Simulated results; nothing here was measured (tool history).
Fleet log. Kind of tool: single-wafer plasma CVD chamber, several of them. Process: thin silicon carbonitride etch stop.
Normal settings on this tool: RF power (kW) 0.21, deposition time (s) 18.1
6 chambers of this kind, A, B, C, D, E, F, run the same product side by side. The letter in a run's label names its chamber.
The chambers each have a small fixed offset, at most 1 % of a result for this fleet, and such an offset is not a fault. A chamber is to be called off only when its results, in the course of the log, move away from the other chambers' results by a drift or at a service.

run,day,RF power (kW),deposition time (s),"read-back reference wafer on the same gauge, thickness_nm",mean film thickness on the monitor wafer (Å)
1B,0.629,0.21,18.1,12.4,104.2
2F,1.204,0.21,18.1,12.401,105.07
3A,1.546,0.21,18.1,12.393,104.68
4E,1.971,0.21,18.1,12.403,104.34
5C,2.483,0.245,18.1,12.404,109.38
6D,3.129,0.245,18.1,12.4,108.8
7D,3.583,0.245,18.1,12.4,108.65
8A,3.883,0.245,18.1,12.4,109.43
9C,4.2,0.245,18.1,12.398,109.34
10F,4.671,0.245,18.1,12.403,110
11E,5.212,0.21,18.1,12.398,104.2
12B,5.746,0.21,18.1,12.404,104.34
13E,6.367,0.245,20.9,12.399,126.47
14B,6.688,0.245,20.9,12.4,125.7
# day 6.996: chamber E: thermocouple changed; heater temperature recalibrated
15F,7.117,0.245,20.9,12.406,126.89
16A,7.721,0.245,20.9,12.411,126.86
17C,8.054,0.245,20.9,12.399,126.13
18D,8.562,0.245,20.9,12.397,125.53
19B,8.996,0.21,18.1,12.4,104.32
20D,9.508,0.21,18.1,12.402,104.03
21A,9.912,0.21,18.1,12.401,105.17
22E,10.475,0.21,18.1,12.396,104.37
23C,10.954,0.21,18.1,12.406,104.34
24F,11.3,0.21,18.1,12.397,105.1
25E,11.675,0.21,18.1,12.397,104.78
26F,11.992,0.21,18.1,12.4,105.08
27D,12.554,0.21,18.1,12.398,103.39
28B,13.167,0.21,16,12.396,92.149
29A,13.858,0.21,16,12.392,92.407
30C,14.204,0.21,16,12.401,92.558
31A,14.567,0.21,16,12.406,92.713
32D,15.217,0.21,16,12.396,91.864
33C,15.525,0.21,16,12.401,92.58
34F,16.012,0.21,18.1,12.4,104.95
35E,16.542,0.21,18.1,12.397,104.52
36B,17.233,0.21,18.1,12.396,104.28
37F,17.746,0.21,18.1,12.4,104.72
38C,18.342,0.185,18.1,12.397,100.57
39B,19.038,0.185,18.1,12.397,100.26
40A,19.388,0.185,18.1,12.402,100.77
41E,20,0.185,18.1,12.401,100.7

One chamber off, gauge drift, or nothing amiss beyond the chambers' own small offsets? If it is a chamber, which one, and what is the likeliest cause?

All chambers stay in line apart from their small fixed offsets, and the gauge does not drift.

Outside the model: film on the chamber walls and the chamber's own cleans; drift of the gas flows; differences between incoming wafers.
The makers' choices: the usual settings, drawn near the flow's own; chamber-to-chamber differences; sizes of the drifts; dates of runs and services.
